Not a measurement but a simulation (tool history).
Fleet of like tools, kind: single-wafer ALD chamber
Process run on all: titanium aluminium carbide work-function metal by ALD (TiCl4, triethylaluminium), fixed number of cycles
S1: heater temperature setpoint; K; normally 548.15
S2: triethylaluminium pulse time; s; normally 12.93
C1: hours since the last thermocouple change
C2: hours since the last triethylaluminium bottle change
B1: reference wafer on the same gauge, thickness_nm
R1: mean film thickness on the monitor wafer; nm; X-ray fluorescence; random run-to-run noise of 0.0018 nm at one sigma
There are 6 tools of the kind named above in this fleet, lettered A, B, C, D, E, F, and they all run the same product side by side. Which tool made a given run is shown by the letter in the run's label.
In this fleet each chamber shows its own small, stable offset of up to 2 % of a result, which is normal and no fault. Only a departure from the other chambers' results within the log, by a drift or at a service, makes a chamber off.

run	day	S1	S2	C1	C2	B1	R1
1B	0.212	548.15	12.93	741.8	429.1	1.4898	1.8204
2D	0.442	548.15	12.93	950.5	872.6	1.4899	1.8256
3C	0.596	548.15	12.93	775.7	52.3	1.49	1.8513
4E	0.896	548.15	12.93	1008.9	687.4	1.4892	1.824
5A	1.167	548.15	12.93	1932.1	1539.6	1.4892	1.8383
6F	1.408	548.15	12.93	319.1	384.4	1.489	1.8188
7E	1.662	548.15	12.93	1027.3	705.8	1.4891	1.8226
8C	1.825	548.15	12.93	805.2	81.8	1.4886	1.85
9A	2.012	553.15	12.93	1952.4	1559.9	1.4882	1.8805
10F	2.158	553.15	12.93	337.1	402.4	1.4886	1.8583
11B	2.292	553.15	12.93	791.7	479	1.4883	1.8582
12D	2.562	553.15	12.93	1001.4	923.5	1.4889	1.866
13B	2.779	553.15	12.93	803.4	490.7	1.4881	1.8595
14A	2.996	553.15	12.93	1976	1583.5	1.4878	1.8768
15F	3.275	548.15	12.93	363.9	429.2	1.4876	1.8165
16D	3.467	548.15	12.93	1023.1	945.2	1.4878	1.82
17E	3.717	548.15	12.93	1076.6	755.1	1.4874	1.8201
18C	3.908	548.15	12.93	855.2	131.8	1.4879	1.8491
# day 4.062: chamber A: triethylaluminium bottle replaced
19B	4.138	548.15	12.93	836	523.3	1.4869	1.8125
20F	4.412	548.15	12.93	391.2	456.5	1.4871	1.8119
21C	4.554	548.15	12.93	870.7	147.3	1.4868	1.8461
22A	4.746	548.15	12.93	2018	16.4	1.4867	1.832
23D	4.888	548.15	12.93	1057.2	979.3	1.4866	1.8189
24E	5.104	548.15	12.93	1109.9	788.4	1.4867	1.8195
25C	5.312	548.15	12.93	888.9	165.5	1.4861	1.8474
26F	5.496	548.15	12.93	417.2	482.5	1.4864	1.8135
27B	5.767	548.15	12.93	875.1	562.4	1.4859	1.8149
28A	6.008	548.15	12.93	2048.3	46.7	1.486	1.8327
29E	6.188	548.15	12.93	1135.9	814.4	1.4858	1.8195
30D	6.438	548.15	12.93	1094.4	1016.5	1.4858	1.8205
31F	6.583	548.15	12.93	443.3	508.6	1.4852	1.8112
32A	6.792	542.15	10.57	2067.1	65.5	1.4857	1.7541
33C	7.083	542.15	10.57	931.4	208	1.4847	1.762
34E	7.267	542.15	10.57	1161.8	840.3	1.4845	1.7378
35D	7.475	542.15	10.57	1119.3	1041.4	1.4849	1.7383
36B	7.742	542.15	10.57	922.5	609.8	1.4851	1.7359
37D	7.954	542.15	10.57	1130.8	1052.9	1.4844	1.7388
38C	8.217	548.15	12.93	958.6	235.2	1.4848	1.8425
39F	8.488	548.15	12.93	489	554.3	1.4837	1.814
40E	8.75	555.15	14.75	1197.4	875.9	1.4839	1.89

Which is it: a chamber that has drifted or been left off by a service, a gauge drift common to all chambers, or only each chamber's usual small offset? If a chamber is off, name it and its likeliest cause.

Gauge drift. The chambers move together only on paper, and none stands off.
Most likely cause: gauge reads low (%) = 0.414.

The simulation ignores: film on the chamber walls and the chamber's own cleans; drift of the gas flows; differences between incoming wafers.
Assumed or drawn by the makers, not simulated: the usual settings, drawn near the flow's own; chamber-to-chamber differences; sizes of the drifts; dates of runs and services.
